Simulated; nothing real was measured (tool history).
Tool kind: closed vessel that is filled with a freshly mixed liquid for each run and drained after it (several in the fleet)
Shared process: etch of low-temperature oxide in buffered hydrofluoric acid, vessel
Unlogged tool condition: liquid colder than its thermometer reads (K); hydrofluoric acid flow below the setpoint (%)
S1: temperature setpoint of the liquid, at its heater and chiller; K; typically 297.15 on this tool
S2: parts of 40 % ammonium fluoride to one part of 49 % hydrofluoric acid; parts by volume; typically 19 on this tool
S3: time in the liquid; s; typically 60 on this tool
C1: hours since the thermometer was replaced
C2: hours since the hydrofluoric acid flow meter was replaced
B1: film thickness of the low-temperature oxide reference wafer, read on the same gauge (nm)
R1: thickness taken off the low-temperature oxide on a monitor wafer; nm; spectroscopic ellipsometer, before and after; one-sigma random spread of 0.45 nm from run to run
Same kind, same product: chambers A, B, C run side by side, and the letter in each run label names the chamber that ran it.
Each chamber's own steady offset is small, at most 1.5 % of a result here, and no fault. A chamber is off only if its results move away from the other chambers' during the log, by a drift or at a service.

{"run": "1A", "hour": 5.6, "S1": 297.15, "S2": 19, "S3": 60, "C1": 301.1, "C2": 1877.0, "B1": 39.997, "R1": 96.481}
{"run": "2C", "hour": 13.3, "S1": 297.15, "S2": 19, "S3": 60, "C1": 382.1, "C2": 1740.2, "B1": 39.992, "R1": 95.735}
{"run": "3B", "hour": 22.3, "S1": 297.15, "S2": 19, "S3": 60, "C1": 874.9, "C2": 1504.2, "B1": 39.94, "R1": 97.744}
{"run": "4A", "hour": 28.6, "S1": 297.15, "S2": 19, "S3": 60, "C1": 324.1, "C2": 1900.0, "B1": 40.042, "R1": 97.32}
{"run": "5B", "hour": 38.0, "S1": 297.15, "S2": 19, "S3": 60, "C1": 890.6, "C2": 1519.9, "B1": 39.976, "R1": 96.634}
{"run": "6C", "hour": 46.8, "S1": 297.15, "S2": 19, "S3": 60, "C1": 415.6, "C2": 1773.7, "B1": 39.991, "R1": 95.92}
{"run": "7C", "hour": 56.5, "S1": 294.15, "S2": 19, "S3": 60, "C1": 425.3, "C2": 1783.4, "B1": 39.978, "R1": 80.91}
{"run": "8B", "hour": 62.4, "S1": 294.15, "S2": 19, "S3": 60, "C1": 915.0, "C2": 1544.3, "B1": 39.982, "R1": 82.758}
{"run": "9A", "hour": 70.7, "S1": 294.15, "S2": 19, "S3": 60, "C1": 366.2, "C2": 1942.1, "B1": 39.979, "R1": 81.763}
{"run": "10A", "hour": 80.3, "S1": 297.15, "S2": 19, "S3": 60, "C1": 375.8, "C2": 1951.7, "B1": 40.033, "R1": 97.229}
{"run": "11B", "hour": 87.8, "S1": 297.15, "S2": 19, "S3": 60, "C1": 940.4, "C2": 1569.7, "B1": 40.028, "R1": 96.93}
{"run": "12C", "hour": 94.3, "S1": 297.15, "S2": 19, "S3": 60, "C1": 463.1, "C2": 1821.2, "B1": 40.005, "R1": 96.086}
{"run": "13A", "hour": 100.3, "S1": 297.15, "S2": 19, "S3": 60, "C1": 395.8, "C2": 1971.7, "B1": 39.993, "R1": 96.812}
{"run": "14C", "hour": 106.5, "S1": 297.15, "S2": 19, "S3": 60, "C1": 475.3, "C2": 1833.4, "B1": 40.024, "R1": 95.831}
{"run": "15B", "hour": 114.0, "S1": 297.15, "S2": 19, "S3": 60, "C1": 966.6, "C2": 1595.9, "B1": 39.998, "R1": 96.786}
{"run": "16A", "hour": 120.1, "S1": 297.15, "S2": 19, "S3": 60, "C1": 415.6, "C2": 1991.5, "B1": 40.067, "R1": 96.883}
{"run": "17C", "hour": 128.4, "S1": 297.15, "S2": 19, "S3": 60, "C1": 497.2, "C2": 1855.3, "B1": 40.003, "R1": 95.363}
{"run": "18B", "hour": 135.5, "S1": 297.15, "S2": 19, "S3": 85, "C1": 988.1, "C2": 1617.4, "B1": 40.009, "R1": 137.73}
{"run": "19C", "hour": 144.0, "S1": 297.15, "S2": 19, "S3": 85, "C1": 512.8, "C2": 1870.9, "B1": 39.971, "R1": 135.87}
{"run": "20B", "hour": 152.0, "S1": 297.15, "S2": 19, "S3": 85, "C1": 1004.6, "C2": 1633.9, "B1": 40.049, "R1": 136.07}
{"run": "21A", "hour": 162.5, "S1": 297.15, "S2": 19, "S3": 60, "C1": 458.0, "C2": 2033.9, "B1": 40.012, "R1": 95.967}
{"run": "22A", "hour": 169.9, "S1": 297.15, "S2": 19, "S3": 60, "C1": 465.4, "C2": 2041.3, "B1": 39.996, "R1": 97.415}
{"run": "23B", "hour": 179.5, "S1": 297.15, "S2": 19, "S3": 60, "C1": 1032.1, "C2": 1661.4, "B1": 40.004, "R1": 95.744}
{"run": "24C", "hour": 188.7, "S1": 295.15, "S2": 16, "S3": 60, "C1": 557.5, "C2": 1915.6, "B1": 40.015, "R1": 102.36}
{"run": "25C", "hour": 196.5, "S1": 295.15, "S2": 16, "S3": 60, "C1": 565.3, "C2": 1923.4, "B1": 40.01, "R1": 101.39}
{"run": "26A", "hour": 205.0, "S1": 295.15, "S2": 16, "S3": 60, "C1": 500.5, "C2": 2076.4, "B1": 39.987, "R1": 103.38}
{"run": "27B", "hour": 211.8, "S1": 297.15, "S2": 19, "S3": 60, "C1": 1064.4, "C2": 1693.7, "B1": 39.996, "R1": 94.766}
{"run": "28B", "hour": 217.1, "S1": 297.15, "S2": 19, "S3": 60, "C1": 1069.7, "C2": 1699.0, "B1": 40.0, "R1": 95.322}
{"run": "29A", "hour": 224.1, "S1": 297.15, "S2": 19, "S3": 60, "C1": 519.6, "C2": 2095.5, "B1": 40.009, "R1": 97.679}
{"run": "30C", "hour": 232.3, "S1": 297.15, "S2": 19, "S3": 60, "C1": 601.1, "C2": 1959.2, "B1": 40.004, "R1": 95.659}
{"run": "31C", "hour": 240.0, "S1": 297.15, "S2": 16, "S3": 60, "C1": 608.8, "C2": 1966.9, "B1": 39.971, "R1": 113.78}
{"run": "32A", "hour": 248.5, "S1": 297.15, "S2": 16, "S3": 60, "C1": 544.0, "C2": 2119.9, "B1": 40.055, "R1": 115.35}
{"run": "33B", "hour": 256.7, "S1": 297.15, "S2": 16, "S3": 60, "C1": 1109.3, "C2": 1738.6, "B1": 40.028, "R1": 111.67}
{"run": "34A", "hour": 264.3, "S1": 297.15, "S2": 19, "S3": 60, "C1": 559.8, "C2": 2135.7, "B1": 40.007, "R1": 97.341}
{"run": "35B", "hour": 274.9, "S1": 297.15, "S2": 19, "S3": 60, "C1": 1127.5, "C2": 1756.8, "B1": 39.992, "R1": 94.607}

Next, every chamber runs the same settings. What will each give?
{"run": "36A", "hour": 282.5, "S1": 297.15, "S2": 12, "S3": 60, "R1": "?"}
{"run": "36B", "hour": 282.5, "S1": 297.15, "S2": 12, "S3": 60, "R1": "?"}
{"run": "36C", "hour": 282.5, "S1": 297.15, "S2": 12, "S3": 60, "R1": "?"}

run=36A R1=153.010
run=36B R1=146.910
run=36C R1=152.400

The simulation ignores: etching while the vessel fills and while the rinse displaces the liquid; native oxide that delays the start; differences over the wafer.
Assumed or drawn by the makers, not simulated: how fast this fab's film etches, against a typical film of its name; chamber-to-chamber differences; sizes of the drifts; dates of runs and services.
